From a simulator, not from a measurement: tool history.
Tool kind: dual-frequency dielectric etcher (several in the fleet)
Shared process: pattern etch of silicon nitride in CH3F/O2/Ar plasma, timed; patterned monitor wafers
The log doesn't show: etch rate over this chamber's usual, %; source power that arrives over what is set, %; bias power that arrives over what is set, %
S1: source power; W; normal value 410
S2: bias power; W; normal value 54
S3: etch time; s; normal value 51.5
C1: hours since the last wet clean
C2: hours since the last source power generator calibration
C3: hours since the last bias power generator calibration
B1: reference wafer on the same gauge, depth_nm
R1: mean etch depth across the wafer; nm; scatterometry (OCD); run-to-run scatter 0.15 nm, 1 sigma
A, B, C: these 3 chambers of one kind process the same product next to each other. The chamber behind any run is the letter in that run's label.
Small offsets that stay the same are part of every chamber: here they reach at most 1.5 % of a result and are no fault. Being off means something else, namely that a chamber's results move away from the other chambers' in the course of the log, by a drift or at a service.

run	hour	S1	S2	S3	C1	C2	C3	B1	R1
1B	11.4	410	54	51.5	366.2	1890.5	1607.1	38.822	33.108
2C	22.4	410	54	51.5	440.8	238.5	57.4	38.754	32.653
3A	34.5	410	54	51.5	65.9	2072.5	1421.6	38.856	33.302
4A	41.6	410	54	51.5	73	2079.6	1428.7	38.836	33.004
5B	52.1	360	54	58.5	406.9	1931.2	1647.8	38.773	35.828
6C	66.1	360	54	58.5	484.5	282.2	101.1	38.848	35.406
# hour 69.2: chamber B: wet clean of the chamber
7A	74.5	360	54	58.5	105.9	2112.5	1461.6	38.791	35.822
8B	90	410	54	51.5	20.8	1969.1	1685.7	38.792	32.721
9C	97.2	410	49	61	515.6	313.3	132.2	38.805	37.196
10B	111.2	410	49	61	42	1990.3	1706.9	38.807	37.929
11A	125.5	410	49	61	156.9	2163.5	1512.6	38.786	38.414
12C	136	410	54	51.5	554.4	352.1	171	38.758	32.81
13A	144.1	410	54	51.5	175.5	2182.1	1531.2	38.83	33.381
14C	159.1	410	54	51.5	577.5	375.2	194.1	38.807	32.719
15B	171	500	54	61.5	101.8	2050.1	1766.7	38.805	42.439
16C	182.2	500	54	61.5	600.6	398.3	217.2	38.851	41.861
# hour 191.3: chamber C: wet clean of the chamber
17A	191.7	500	54	61.5	223.1	2229.7	1578.8	38.79	43.127
18B	202.1	410	41	64	132.9	2081.2	1797.8	38.783	37.72
19C	213.5	410	41	64	22.2	429.6	248.5	38.833	37.334
20B	220.5	410	41	64	151.3	2099.6	1816.2	38.792	37.216
# hour 223.7: chamber B: bias power generator calibrated
21A	234.4	410	65	46	265.8	2272.4	1621.5	38.738	31.848
22B	248.9	410	65	46	179.7	2128	25.2	38.76	31.198
# hour 250.7: chamber A: source power generator calibrated
23C	260.9	410	65	46	69.6	477	295.9	38.842	31.166
24A	268.2	410	54	51.5	299.6	17.6	1655.3	38.816	33.227
25B	278.1	410	54	51.5	208.9	2157.2	54.4	38.805	33.162
26C	290.1	410	54	51.5	98.8	506.2	325.1	38.8	32.756
27A	299.9	410	54	51.5	331.3	49.3	1687	38.78	33.271
28B	308	410	54	51.5	238.8	2187.1	84.3	38.781	33.142
29A	320.6	410	54	51.5	352	70	1707.7	38.836	33.245
30C	328.4	490	58	51.5	137.1	544.5	363.4	38.784	35.75
31C	341.8	490	58	51.5	150.5	557.9	376.8	38.799	35.932
32B	354.9	490	58	51.5	285.7	2234	131.2	38.769	36.267
33A	362.9	410	54	51.5	394.3	112.3	1750	38.787	33.195
34B	378.5	460	47	51.5	309.3	2257.6	154.8	38.779	32.95
35A	390.5	460	47	51.5	421.9	139.9	1777.6	38.776	33.49
36C	406.3	460	47	51.5	215	622.4	441.3	38.817	32.501
37C	417.1	410	54	51.5	225.8	633.2	452.1	38.83	32.863
# hour 425.4: chamber B: wet clean of the chamber
38A	430.6	410	54	51.5	462	180	1817.7	38.836	33.359
39B	439.5	410	54	51.5	14.2	2318.6	215.8	38.833	33.025
40A	451.4	410	54	51.5	482.8	200.8	1838.5	38.836	33.265
41B	462.8	410	54	51.5	37.5	2341.9	239.1	38.789	32.85
42C	471.3	410	41	51.5	280	687.4	506.3	38.76	30.296

Which is it: a chamber that has drifted or been left off by a service, a gauge drift common to all chambers, or only each chamber's usual small offset? If a chamber is off, name it and its likeliest cause.

Neither any chamber nor the gauge drifts; the chambers differ only by their own small, steady offsets.
